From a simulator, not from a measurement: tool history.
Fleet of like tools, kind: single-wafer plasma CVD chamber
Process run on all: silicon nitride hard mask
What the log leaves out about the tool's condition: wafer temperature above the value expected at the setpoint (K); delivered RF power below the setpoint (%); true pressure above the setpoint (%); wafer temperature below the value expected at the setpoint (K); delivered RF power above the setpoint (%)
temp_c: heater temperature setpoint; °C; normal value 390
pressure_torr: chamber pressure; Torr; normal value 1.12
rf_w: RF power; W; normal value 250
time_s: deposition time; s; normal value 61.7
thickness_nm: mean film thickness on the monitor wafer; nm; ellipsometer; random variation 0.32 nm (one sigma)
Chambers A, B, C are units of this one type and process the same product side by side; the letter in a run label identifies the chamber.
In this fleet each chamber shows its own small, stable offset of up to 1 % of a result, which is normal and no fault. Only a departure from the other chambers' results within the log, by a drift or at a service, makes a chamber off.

run,day,temp_c,pressure_torr,rf_w,time_s,hours since the last thermocouple change,hours since the last RF generator calibration,hours since the last manometer calibration,"read-back reference wafer on the same gauge, thickness_nm",thickness_nm
1A,0.125,390,1.12,250,61.7,926.2,1376.7,127.9,66.579,56.951
2B,0.292,390,1.12,250,61.7,653.3,1252.7,1083.7,66.612,56.199
3C,0.421,390,1.12,250,61.7,658.8,710.2,1288.8,66.63,56.173
4B,0.554,390,1.12,250,61.7,659.6,1259,1090,66.662,55.4
# day 0.762: chamber B: RF generator calibrated
5A,0.771,390,1.12,250,61.7,941.7,1392.2,143.4,66.607,56.838
6C,0.954,390,1.12,250,61.7,671.6,723,1301.6,66.557,56.625
7B,1.183,390,1.12,250,61.7,674.7,10.1,1105.1,66.623,55.887
8A,1.367,390,1.12,250,61.7,956,1406.5,157.7,66.625,56.9
9C,1.567,390,1.12,250,61.7,686.3,737.7,1316.3,66.555,56.19
10C,1.696,380,1.37,250,61.7,689.4,740.8,1319.4,66.496,60.592
11A,1.908,380,1.37,250,61.7,969,1419.5,170.7,66.535,60.887
12B,2.15,380,1.37,250,61.7,697.9,33.3,1128.3,66.598,59.975
13A,2.262,390,1.12,250,61.7,977.5,1428,179.2,66.693,56.537
14C,2.408,390,1.12,250,61.7,706.5,757.9,1336.5,66.618,56.315
15B,2.521,390,1.12,250,61.7,706.8,42.2,1137.2,66.623,55.596
16A,2.658,390,1.12,250,61.7,987,1437.5,188.7,66.584,57.07
17B,2.842,390,1.12,250,61.7,714.5,49.9,1144.9,66.653,56.314
18C,3.054,390,1.12,250,61.7,722,773.4,1352,66.542,56.814
19A,3.238,390,1.12,250,61.7,1000.9,1451.4,202.6,66.685,57.343
20B,3.383,390,1.12,250,61.7,727.5,62.9,1157.9,66.605,56.1
21C,3.633,390,1.12,250,61.7,735.9,787.3,1365.9,66.577,56.936

Each of the 3 chambers runs these same settings next. Fill in every chamber's results:
22A,3.812,401,1.12,250,61.7,,,,,?
22B,3.812,401,1.12,250,61.7,,,,,?
22C,3.812,401,1.12,250,61.7,,,,,?

run,thickness_nm
22A,56.443
22B,55.348
22C,56.704
